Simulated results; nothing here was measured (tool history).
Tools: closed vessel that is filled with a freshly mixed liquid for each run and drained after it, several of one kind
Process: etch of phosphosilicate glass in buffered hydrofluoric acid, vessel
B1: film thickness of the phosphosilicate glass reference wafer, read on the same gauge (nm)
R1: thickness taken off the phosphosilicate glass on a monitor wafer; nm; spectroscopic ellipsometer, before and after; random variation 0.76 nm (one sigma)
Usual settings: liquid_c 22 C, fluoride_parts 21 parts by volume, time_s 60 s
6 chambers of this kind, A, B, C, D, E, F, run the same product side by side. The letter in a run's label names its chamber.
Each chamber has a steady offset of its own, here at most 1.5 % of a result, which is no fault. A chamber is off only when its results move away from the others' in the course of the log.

run 1D hour=7.7 | liquid_c=22 fluoride_parts=21 time_s=60 | B1=100.01 | R1=80.181
run 2C hour=22.8 | liquid_c=22 fluoride_parts=21 time_s=60 | B1=99.987 | R1=80.706
run 3B hour=31.8 | liquid_c=22 fluoride_parts=21 time_s=60 | B1=99.974 | R1=78.577
run 4A hour=44.4 | liquid_c=22 fluoride_parts=21 time_s=60 | B1=99.993 | R1=79.458
run 5E hour=52.5 | liquid_c=22 fluoride_parts=21 time_s=60 | B1=100.01 | R1=80.605
-- hour=61.7 chamber F: thermometer replaced
run 6F hour=67.7 | liquid_c=22 fluoride_parts=21 time_s=60 | B1=99.967 | R1=80.943
run 7C hour=82.6 | liquid_c=22 fluoride_parts=21 time_s=60 | B1=99.984 | R1=79.127
run 8B hour=95.5 | liquid_c=22 fluoride_parts=21 time_s=60 | B1=99.986 | R1=78.13
run 9E hour=109.8 | liquid_c=22 fluoride_parts=21 time_s=60 | B1=100.02 | R1=80.211
run 10F hour=123.9 | liquid_c=22 fluoride_parts=21 time_s=60 | B1=99.973 | R1=80.668
-- hour=124.1 chamber F: hydrofluoric acid flow meter replaced
-- hour=135.1 chamber E: thermometer replaced
run 11D hour=137.7 | liquid_c=22 fluoride_parts=21 time_s=60 | B1=100.01 | R1=80.055
run 12A hour=153 | liquid_c=22 fluoride_parts=21 time_s=60 | B1=100.01 | R1=80.084
run 13C hour=160.2 | liquid_c=22 fluoride_parts=21 time_s=60 | B1=100 | R1=80.478
run 14F hour=167.9 | liquid_c=22 fluoride_parts=21 time_s=60 | B1=100.01 | R1=80.18
run 15E hour=175.8 | liquid_c=22 fluoride_parts=24.5 time_s=60 | B1=100.01 | R1=73.598
run 16A hour=189.3 | liquid_c=22 fluoride_parts=24.5 time_s=60 | B1=100.02 | R1=71.874
run 17B hour=205 | liquid_c=22 fluoride_parts=24.5 time_s=60 | B1=99.993 | R1=71.036
run 18D hour=214 | liquid_c=22 fluoride_parts=24.5 time_s=60 | B1=100.02 | R1=71.614
run 19D hour=227.9 | liquid_c=22 fluoride_parts=24.5 time_s=60 | B1=99.991 | R1=72.361
-- hour=237.1 chamber D: hydrofluoric acid flow meter replaced
run 20F hour=240.7 | liquid_c=22 fluoride_parts=24.5 time_s=60 | B1=99.99 | R1=73.183
run 21E hour=253.5 | liquid_c=22 fluoride_parts=27 time_s=40 | B1=100 | R1=46.028
run 22C hour=263.6 | liquid_c=22 fluoride_parts=27 time_s=40 | B1=99.996 | R1=45.388
run 23B hour=274.2 | liquid_c=22 fluoride_parts=27 time_s=40 | B1=99.986 | R1=42.692
run 24A hour=288.2 | liquid_c=22 fluoride_parts=27 time_s=40 | B1=100.02 | R1=45.369
-- hour=295 chamber D: thermometer replaced
run 25E hour=300.2 | liquid_c=22 fluoride_parts=27 time_s=40 | B1=99.972 | R1=45.065
run 26B hour=309.5 | liquid_c=22 fluoride_parts=27 time_s=40 | B1=99.995 | R1=43.017
run 27C hour=323.2 | liquid_c=22 fluoride_parts=21 time_s=60 | B1=100 | R1=80.206
run 28F hour=332.4 | liquid_c=22 fluoride_parts=21 time_s=60 | B1=99.972 | R1=82.11
run 29A hour=348.1 | liquid_c=22 fluoride_parts=21 time_s=60 | B1=100.01 | R1=79.65
run 30D hour=359.2 | liquid_c=22 fluoride_parts=21 time_s=60 | B1=100.01 | R1=80.982
run 31F hour=367.1 | liquid_c=25 fluoride_parts=21 time_s=60 | B1=100.01 | R1=94.365
run 32B hour=376.4 | liquid_c=25 fluoride_parts=21 time_s=60 | B1=100.01 | R1=89.678
run 33D hour=389.9 | liquid_c=25 fluoride_parts=21 time_s=60 | B1=99.978 | R1=94.539
run 34A hour=398.1 | liquid_c=25 fluoride_parts=21 time_s=60 | B1=100 | R1=93.935
run 35C hour=405.2 | liquid_c=25 fluoride_parts=21 time_s=60 | B1=99.956 | R1=94.999
run 36E hour=417.5 | liquid_c=25 fluoride_parts=21 time_s=60 | B1=100.02 | R1=96.535
run 37F hour=430.9 | liquid_c=22 fluoride_parts=21 time_s=60 | B1=100.01 | R1=80.931
run 38B hour=440 | liquid_c=22 fluoride_parts=21 time_s=60 | B1=99.968 | R1=75.182
run 39A hour=449 | liquid_c=22 fluoride_parts=21 time_s=60 | B1=100.01 | R1=80.113
run 40E hour=464.1 | liquid_c=22 fluoride_parts=21 time_s=60 | B1=99.999 | R1=81.102
run 41D hour=477.1 | liquid_c=22 fluoride_parts=21 time_s=60 | B1=100.01 | R1=81.397
run 42C hour=486.1 | liquid_c=22 fluoride_parts=21 time_s=60 | B1=99.993 | R1=78.57
run 43B hour=496.7 | liquid_c=22 fluoride_parts=27.5 time_s=60 | B1=100 | R1=60.455
run 44F hour=508.8 | liquid_c=22 fluoride_parts=27.5 time_s=60 | B1=99.965 | R1=68.27

What goes on in this fleet: one chamber off, a drifting gauge, or nothing beyond the chambers' own small offsets? Name the chamber and the cause, if any.

Chamber B drifts away from the others.
Cause: hydrofluoric acid flow below the setpoint (%) = 12.3.
The log may not tell that from: liquid colder than its thermometer reads (K).

Here are 4 candidates for chamber B's next run, each the usual settings with a change, their results left as question marks. Which one brings its results back in line with what the others give on the usual settings?
In line means no further than this from the other chambers' mean on the usual settings: R1 2.7 nm
run 45B-1 hour=520 | liquid_c=22 fluoride_parts=21.5 time_s=55 | R1=?
run 45B-2 hour=520 | liquid_c=22.5 fluoride_parts=20.5 time_s=60 | R1=?
run 45B-3 hour=520 | liquid_c=21.5 fluoride_parts=21.5 time_s=60 | R1=?
run 45B-4 hour=520 | liquid_c=24 fluoride_parts=21 time_s=60 | R1=?

The other chambers' mean on the usual settings: R1 80.469 nm
run=45B-1 R1=65.512
run=45B-2 R1=75.975
run=45B-3 R1=69.506
run=45B-4 R1=81.206
45B-4 brings the chamber back in line.

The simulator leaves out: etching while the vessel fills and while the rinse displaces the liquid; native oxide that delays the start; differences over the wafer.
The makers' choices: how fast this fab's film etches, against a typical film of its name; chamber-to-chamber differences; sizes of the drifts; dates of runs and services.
